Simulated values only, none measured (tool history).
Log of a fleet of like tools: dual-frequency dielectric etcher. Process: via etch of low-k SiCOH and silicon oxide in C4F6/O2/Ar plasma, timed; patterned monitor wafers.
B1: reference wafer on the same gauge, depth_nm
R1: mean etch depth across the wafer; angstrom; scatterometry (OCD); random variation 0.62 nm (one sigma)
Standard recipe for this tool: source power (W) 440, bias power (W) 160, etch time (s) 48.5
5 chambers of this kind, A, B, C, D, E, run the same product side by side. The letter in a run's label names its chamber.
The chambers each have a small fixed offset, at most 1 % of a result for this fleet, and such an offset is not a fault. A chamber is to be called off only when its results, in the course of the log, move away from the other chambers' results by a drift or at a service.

Run 1D, hour 5.2: usual settings; B1 149.00. Result: R1 1251.3 angstrom.
Run 2A, hour 12.3: usual settings; B1 149.03. Result: R1 1266.3 angstrom.
Run 3E, hour 17.5: usual settings; B1 149.05. Result: R1 1279.3 angstrom.
Run 4C, hour 26.5: usual settings; B1 148.92. Result: R1 1279.8 angstrom.
Run 5B, hour 34.6: usual settings; B1 148.99. Result: R1 1283.6 angstrom.
Run 6D, hour 40.7: usual settings; B1 149.01. Result: R1 1257.4 angstrom.
Run 7C, hour 45.3: usual settings; B1 149.01. Result: R1 1285.0 angstrom.
Run 8E, hour 53.2: usual settings; B1 149.13. Result: R1 1265.7 angstrom.
At hour 56.1: chamber D: wet clean of the chamber.
Run 9A, hour 58.2: usual settings; B1 149.03. Result: R1 1258.9 angstrom.
Run 10B, hour 64.3: usual settings; B1 148.96. Result: R1 1265.3 angstrom.
Run 11D, hour 73.3: usual settings; B1 149.18. Result: R1 1253.5 angstrom.
Run 12A, hour 79.7: usual settings; B1 148.82. Result: R1 1240.2 angstrom.
Run 13C, hour 88.5: usual settings; B1 149.04. Result: R1 1277.6 angstrom.
Run 14E, hour 94.5: usual settings; B1 148.92. Result: R1 1274.0 angstrom.
Run 15B, hour 99.1: usual settings but source power (W) 510, etch time (s) 60.5; B1 148.82. Result: R1 1679.8 angstrom.
Run 16D, hour 107.9: usual settings but source power (W) 510, etch time (s) 60.5; B1 148.98. Result: R1 1658.2 angstrom.
Run 17A, hour 115.7: usual settings but source power (W) 510, etch time (s) 60.5; B1 149.12. Result: R1 1663.3 angstrom.
Run 18B, hour 124.5: usual settings but source power (W) 510, etch time (s) 60.5; B1 148.96. Result: R1 1684.0 angstrom.
Run 19C, hour 130.0: usual settings but source power (W) 510, etch time (s) 60.5; B1 148.94. Result: R1 1668.9 angstrom.
Run 20E, hour 134.0: usual settings; B1 148.85. Result: R1 1274.7 angstrom.
At hour 141.8: chamber B: wet clean of the chamber.
Run 21E, hour 142.3: usual settings; B1 149.05. Result: R1 1267.8 angstrom.
Run 22C, hour 151.1: usual settings but source power (W) 530; B1 148.89. Result: R1 1373.6 angstrom.
At hour 153.5: chamber E: source power generator calibrated.
Run 23D, hour 159.7: usual settings but source power (W) 530; B1 149.32. Result: R1 1351.7 angstrom.
Run 24B, hour 166.7: usual settings but source power (W) 530; B1 148.84. Result: R1 1418.5 angstrom.
Run 25A, hour 172.7: usual settings but source power (W) 530; B1 148.91. Result: R1 1350.5 angstrom.
Run 26D, hour 178.2: usual settings but source power (W) 530; B1 149.11. Result: R1 1361.0 angstrom.
Run 27E, hour 185.0: usual settings; B1 148.89. Result: R1 1271.6 angstrom.
Run 28B, hour 190.7: usual settings but source power (W) 540; B1 149.18. Result: R1 1416.9 angstrom.
Run 29C, hour 197.4: usual settings but source power (W) 540; B1 149.04. Result: R1 1380.0 angstrom.
Run 30A, hour 201.5: usual settings but source power (W) 540; B1 148.98. Result: R1 1354.6 angstrom.
Run 31B, hour 205.7: usual settings but source power (W) 540; B1 148.85. Result: R1 1434.1 angstrom.
Run 32E, hour 212.2: usual settings but source power (W) 540; B1 149.07. Result: R1 1386.5 angstrom.
Run 33C, hour 217.4: usual settings; B1 149.04. Result: R1 1280.7 angstrom.
Run 34A, hour 225.0: usual settings; B1 149.01. Result: R1 1255.4 angstrom.
Run 35D, hour 232.7: usual settings; B1 148.90. Result: R1 1259.4 angstrom.
Run 36D, hour 239.4: usual settings; B1 148.91. Result: R1 1260.6 angstrom.
Run 37C, hour 247.2: usual settings; B1 148.86. Result: R1 1272.0 angstrom.

For the next run the whole fleet of 5 chambers uses the same settings. Give each chamber's results:
Run 38A, hour 253.8: usual settings. Result: R1 ?.
Run 38B, hour 253.8: usual settings. Result: R1 ?.
Run 38C, hour 253.8: usual settings. Result: R1 ?.
Run 38D, hour 253.8: usual settings. Result: R1 ?.
Run 38E, hour 253.8: usual settings. Result: R1 ?.

run      R1
38A  1255.2
38B  1309.5
38C  1273.1
38D  1262.6
38E  1269.5
